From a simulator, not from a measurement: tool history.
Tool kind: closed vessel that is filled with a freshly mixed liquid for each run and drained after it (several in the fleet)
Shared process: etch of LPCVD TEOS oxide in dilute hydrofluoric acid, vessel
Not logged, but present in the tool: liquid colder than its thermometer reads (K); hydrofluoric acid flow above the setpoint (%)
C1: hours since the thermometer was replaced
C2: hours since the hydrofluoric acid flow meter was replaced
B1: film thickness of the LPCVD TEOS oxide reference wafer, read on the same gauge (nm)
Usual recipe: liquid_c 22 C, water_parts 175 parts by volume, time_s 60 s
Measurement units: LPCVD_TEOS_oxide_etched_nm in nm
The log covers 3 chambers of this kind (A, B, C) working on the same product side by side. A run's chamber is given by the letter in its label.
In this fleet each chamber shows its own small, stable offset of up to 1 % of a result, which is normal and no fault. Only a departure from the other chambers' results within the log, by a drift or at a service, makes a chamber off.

Run 1B, hour 5.8: usual settings; C1 71.6; C2 264.3; B1 60.012. Result: LPCVD_TEOS_oxide_etched_nm 14.217 nm.
Run 2C, hour 10: usual settings; C1 842.2; C2 348.6; B1 59.999. Result: LPCVD_TEOS_oxide_etched_nm 14.057 nm.
Run 3A, hour 14.5: usual settings; C1 670.5; C2 122.1; B1 59.993. Result: LPCVD_TEOS_oxide_etched_nm 14.133 nm.
Run 4C, hour 19.5: usual settings; C1 851.7; C2 358.1; B1 60.018. Result: LPCVD_TEOS_oxide_etched_nm 14.076 nm.
Run 5B, hour 24.8: usual settings; C1 90.6; C2 283.3; B1 60.018. Result: LPCVD_TEOS_oxide_etched_nm 14.23 nm.
Run 6A, hour 28.9: usual settings; C1 684.9; C2 136.5; B1 60.041. Result: LPCVD_TEOS_oxide_etched_nm 14.108 nm.
Run 7B, hour 35: usual settings but water_parts 105 parts by volume; C1 100.8; C2 293.5; B1 59.999. Result: LPCVD_TEOS_oxide_etched_nm 25.399 nm.
Run 8A, hour 40.1: usual settings but water_parts 105 parts by volume; C1 696.1; C2 147.7; B1 60.013. Result: LPCVD_TEOS_oxide_etched_nm 25.697 nm.
Run 9C, hour 45.5: usual settings but water_parts 105 parts by volume; C1 877.7; C2 384.1; B1 59.963. Result: LPCVD_TEOS_oxide_etched_nm 25.328 nm.
Run 10A, hour 51.1: usual settings; C1 707.1; C2 158.7; B1 60.023. Result: LPCVD_TEOS_oxide_etched_nm 13.999 nm.
Run 11C, hour 54.1: usual settings; C1 886.3; C2 392.7; B1 59.948. Result: LPCVD_TEOS_oxide_etched_nm 14.125 nm.
Run 12B, hour 59.4: usual settings; C1 125.2; C2 317.9; B1 60.006. Result: LPCVD_TEOS_oxide_etched_nm 14.223 nm.
Run 13A, hour 65.3: usual settings; C1 721.3; C2 172.9; B1 59.992. Result: LPCVD_TEOS_oxide_etched_nm 14.171 nm.
Run 14C, hour 70.6: usual settings; C1 902.8; C2 409.2; B1 59.957. Result: LPCVD_TEOS_oxide_etched_nm 14.16 nm.
Run 15B, hour 75.1: usual settings; C1 140.9; C2 333.6; B1 60.028. Result: LPCVD_TEOS_oxide_etched_nm 14.225 nm.
Run 16A, hour 78.5: usual settings; C1 734.5; C2 186.1; B1 59.941. Result: LPCVD_TEOS_oxide_etched_nm 14.089 nm.
Run 17B, hour 82.7: usual settings; C1 148.5; C2 341.2; B1 60.02. Result: LPCVD_TEOS_oxide_etched_nm 14.336 nm.
Run 18C, hour 88.8: usual settings; C1 921; C2 427.4; B1 59.997. Result: LPCVD_TEOS_oxide_etched_nm 14.198 nm.
Run 19B, hour 93.6: usual settings but water_parts 145 parts by volume; C1 159.4; C2 352.1; B1 60.004. Result: LPCVD_TEOS_oxide_etched_nm 17.743 nm.
Run 20C, hour 98.1: usual settings but water_parts 145 parts by volume; C1 930.3; C2 436.7; B1 59.995. Result: LPCVD_TEOS_oxide_etched_nm 17.457 nm.
Run 21A, hour 104: usual settings but water_parts 145 parts by volume; C1 760; C2 211.6; B1 59.999. Result: LPCVD_TEOS_oxide_etched_nm 17.583 nm.
Run 22A, hour 110.6: usual settings; C1 766.6; C2 218.2; B1 60.012. Result: LPCVD_TEOS_oxide_etched_nm 14.152 nm.
Run 23C, hour 113.8: usual settings; C1 946; C2 452.4; B1 59.966. Result: LPCVD_TEOS_oxide_etched_nm 14.111 nm.

Does one chamber stand apart from the rest, does the shared gauge drift, or is all well apart from small per-chamber offsets? Give the chamber and the most likely cause, where there is one.

All chambers stay in line apart from their small fixed offsets, and the gauge does not drift.
